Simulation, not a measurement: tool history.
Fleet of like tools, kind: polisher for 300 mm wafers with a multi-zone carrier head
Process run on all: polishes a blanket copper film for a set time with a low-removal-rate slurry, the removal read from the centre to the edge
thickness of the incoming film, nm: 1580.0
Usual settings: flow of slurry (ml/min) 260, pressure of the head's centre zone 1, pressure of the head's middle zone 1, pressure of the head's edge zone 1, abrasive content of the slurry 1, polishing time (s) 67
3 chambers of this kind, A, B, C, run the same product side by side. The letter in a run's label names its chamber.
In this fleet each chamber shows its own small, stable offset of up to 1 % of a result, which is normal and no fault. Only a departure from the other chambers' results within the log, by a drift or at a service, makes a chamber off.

run   hour  flow of slurry (ml/min)  pressure of the head's centre zone  pressure of the head's middle zone  pressure of the head's edge zone  abrasive content of the slurry  polishing time (s)  wafers polished on this pad  hours since the slurry nozzle was cleaned  hours since the centre zone pressure was calibrated  hours since the edge zone pressure was calibrated  film removed at the wafer's centre (nm)  film removed at mid-radius (nm)  film removed at the wafer's edge (nm)
         1  -- chamber C: worn pad replaced by a new one
       2.4  -- chamber C: slurry nozzle cleaned
       3.4  -- chamber A: worn pad replaced by a new one
 1B    5.1                      260                                   1                                   1                                 1                               1                  67                          606                                      243.5                                                323.9                                              203.9                                    129.2                           129.93                                 128.39
       6.4  -- chamber B: worn pad replaced by a new one
 2A    9.9                      260                                   1                                   1                                 1                               1                  67                           73                                      543.9                                                200.5                                              396.6                                   128.15                           129.57                                 128.94
 3C   13.2                      260                                   1                                   1                                 1                               1                  67                          137                                       10.8                                                377.3                                              307.2                                   127.08                           127.31                                 128.11
 4A   16.2                      260                                   1                                   1                                 1                               1                  67                          144                                      550.2                                                206.8                                              402.9                                   128.58                            129.7                                  126.4
 5C   20.1                      260                                   1                                   1                                 1                            0.85                  67                          215                                       17.7                                                384.2                                              314.1                                   123.83                           125.45                                 124.87
 6B   26.3                      260                                   1                                   1                                 1                            0.85                  67                          223                                      264.7                                                345.1                                              225.1                                   124.73                           123.86                                 124.81
      28.8  -- chamber B: centre zone pressure recalibrated
 7B   31.2                      260                                   1                                   1                                 1                            0.85                  67                          278                                      269.6                                                  2.5                                                230                                   122.86                           127.24                                 122.57
 8A   35.7                      260                                   1                                   1                                 1                               1                  67                          363                                      569.7                                                226.3                                              422.4                                   128.05                           127.26                                  128.1
      38.5  -- chamber B: slurry nozzle cleaned
 9C     39                      260                                   1                                   1                                 1                               1                  67                          427                                       36.6                                                403.1                                                333                                   128.14                           127.83                                 128.74
10A   43.2                      260                                   1                                   1                                 1                               1                  67                          447                                      577.2                                                233.8                                              429.9                                   126.52                           130.17                                 128.39
11B   46.2                      260                                   1                                   1                                 1                               1                  67                          447                                        7.7                                                 17.5                                                245                                   128.76                           132.08                                 126.04
12C   51.4                      260                                   1                                   1                                 1                               1                  67                          567                                         49                                                415.5                                              345.4                                   128.48                           126.36                                 129.47
13C   55.8                      260                                   1                                   1                                 1                               1                  67                          616                                       53.4                                                419.9                                              349.8                                   128.16                           129.58                                 129.52
      56.3  -- chamber A: edge zone pressure recalibrated
      56.7  -- chamber B: worn pad replaced by a new one
14B   59.6                      260                                   1                                   1                                 1                               1                  67                           33                                       21.1                                                 30.9                                              258.4                                   127.44                            128.3                                 128.52
      60.7  -- chamber A: worn pad replaced by a new one
15A   64.8                      310                                   1                                   1                                 1                               1                  67                           47                                      598.8                                                255.4                                                8.5                                   130.62                           131.17                                 128.73
16A   69.2                      310                                   1                                   1                                 1                               1                  67                           96                                      603.2                                                259.8                                               12.9                                   128.93                           133.84                                 130.21
17B   74.1                      310                                   1                                   1                                 1                               1                  67                          195                                       35.6                                                 45.4                                              272.9                                   130.95                           131.28                                 128.31
18C   79.2                      260                                   1                                   1                                 1                               1                  67                          879                                       76.8                                                443.3                                              373.2                                   126.57                           127.35                                 127.41
19A   83.4                      260                                   1                                   1                                 1                               1                  67                          256                                      617.4                                                  274                                               27.1                                   125.84                           131.56                                 128.77
20B   88.8                      260                                   1                                   1                                 1                               1                  67                          361                                       50.3                                                 60.1                                              287.6                                   127.71                           131.25                                 127.09
        91  -- chamber C: worn pad replaced by a new one
21C   93.1                      260                                1.08                                   1                                 1                               1                  86                           24                                       90.7                                                457.2                                              387.1                                    177.8                           163.53                                 166.12
22A     96                      260                                1.08                                   1                                 1                               1                  86                          397                                        630                                                286.6                                               39.7                                   174.15                           169.79                                 164.79
23B  102.1                      260                                1.08                                   1                                 1                               1                  86                          510                                       63.6                                                 73.4                                              300.9                                   178.58                           166.99                                 165.35
24C  105.2                      260                                   1                                   1                                 1                               1                  67                          160                                      102.8                                                469.3                                              399.2                                   127.98                           128.05                                 128.65
25A  109.6                      260                                   1                                   1                                 1                               1                  67                          550                                      643.6                                                300.2                                               53.3                                   125.66                           132.35                                 126.93
26B  115.9                      260                                   1                                   1                                 1                               1                  67                          665                                       77.4                                                 87.2                                              314.7                                   128.56                           128.85                                 126.34
     117.6  -- chamber A: worn pad replaced by a new one
     121.5  -- chamber B: worn pad replaced by a new one
27C  121.6                      260                                   1                                   1                                 1                               1                  67                          344                                      119.2                                                485.7                                              415.6                                   126.65                           130.35                                 129.67
28A  124.5                      260                                   1                                   1                                 1                               1                  67                           77                                      658.5                                                315.1                                               68.2                                   124.63                           128.36                                 128.37
29C  130.5                      260                                   1                                   1                                 1                               1                  67                          444                                      128.1                                                494.6                                              424.5                                   131.18                           131.34                                 127.69
30B  137.1                      260                                   1                                   1                                 1                               1                  67                          175                                       98.6                                                108.4                                              335.9                                   129.74                           126.81                                  129.2
31B    143                      260                                   1                                   1                                 1                               1                  67                          242                                      104.5                                                114.3                                              341.8                                   128.05                           129.18                                 125.18
32C  146.6                      260                                   1                                0.93                                 1                               1                  67                          625                                      144.2                                                510.7                                              440.6                                   126.86                           120.95                                 128.42
33A  150.5                      260                                   1                                0.93                                 1                               1                  67                          369                                      684.5                                                341.1                                               94.2                                    121.5                            120.7                                 127.82
34B  157.2                      260                                   1                                0.93                                 1                               1                  67                          401                                      118.7                                                128.5                                                356                                    129.3                           117.85                                 127.62
35A  163.5                      260                                   1                                   1                                 1                               1                  67                          515                                      697.5                                                354.1                                              107.2                                   124.86                           131.54                                 128.95
36C  169.1                      260                                   1                                   1                                 1                               1                  67                          878                                      166.7                                                533.2                                              463.1                                    127.2                           128.73                                 129.33
     171.8  -- chamber C: worn pad replaced by a new one
37B    172                      260                                   1                                   1                                 1                               1                  67                          567                                      133.5                                                143.3                                              370.8                                   129.18                           126.43                                 127.25
     172.5  -- chamber B: worn pad replaced by a new one
38A  178.5                      260                                   1                                   1                                 1                               1                  67                          684                                      712.5                                                369.1                                              122.2                                   123.16                           128.09                                 128.24
     180.7  -- chamber A: worn pad replaced by a new one
39C  183.4                      230                                   1                                   1                                 1                               1                  67                          131                                        181                                                547.5                                              477.4                                   126.64                           127.31                                 128.58
40B    190                      230                                   1                                   1                                 1                               1                  67                          197                                      151.5                                                161.3                                              388.8                                   128.12                           125.08                                 127.08
41A  194.8                      230                                   1                                   1                                 1                               1                  67                          158                                      728.8                                                385.4                                              138.5                                   117.24                            127.1                                 127.57
42C  201.5                      260                                   1                                   1                                 1                               1                  67                          334                                      199.1                                                565.6                                              495.5                                   128.72                           131.19                                 128.69
43A  206.3                      260                                   1                                   1                                 1                               1                  67                          287                                      740.3                                                396.9                                                150                                   120.11                           128.01                                 125.63

Each of the 3 chambers runs these same settings next. Fill in every chamber's results:
44A  211.1                      260                                   1                                   1                                 1                               1                  67                                                                                                                                                                                                                        ?                                ?                                      ?
44B  211.1                      260                                   1                                   1                                 1                               1                  67                                                                                                                                                                                                                        ?                                ?                                      ?
44C  211.1                      260                                   1                                   1                                 1                               1                  67                                                                                                                                                                                                                        ?                                ?                                      ?

run  film removed at the wafer's centre (nm)  film removed at mid-radius (nm)  film removed at the wafer's edge (nm)
44A                                   120.38                           131.75                                 128.04
44B                                   127.71                           128.41                                 129.52
44C                                   127.64                            128.2                                 129.89
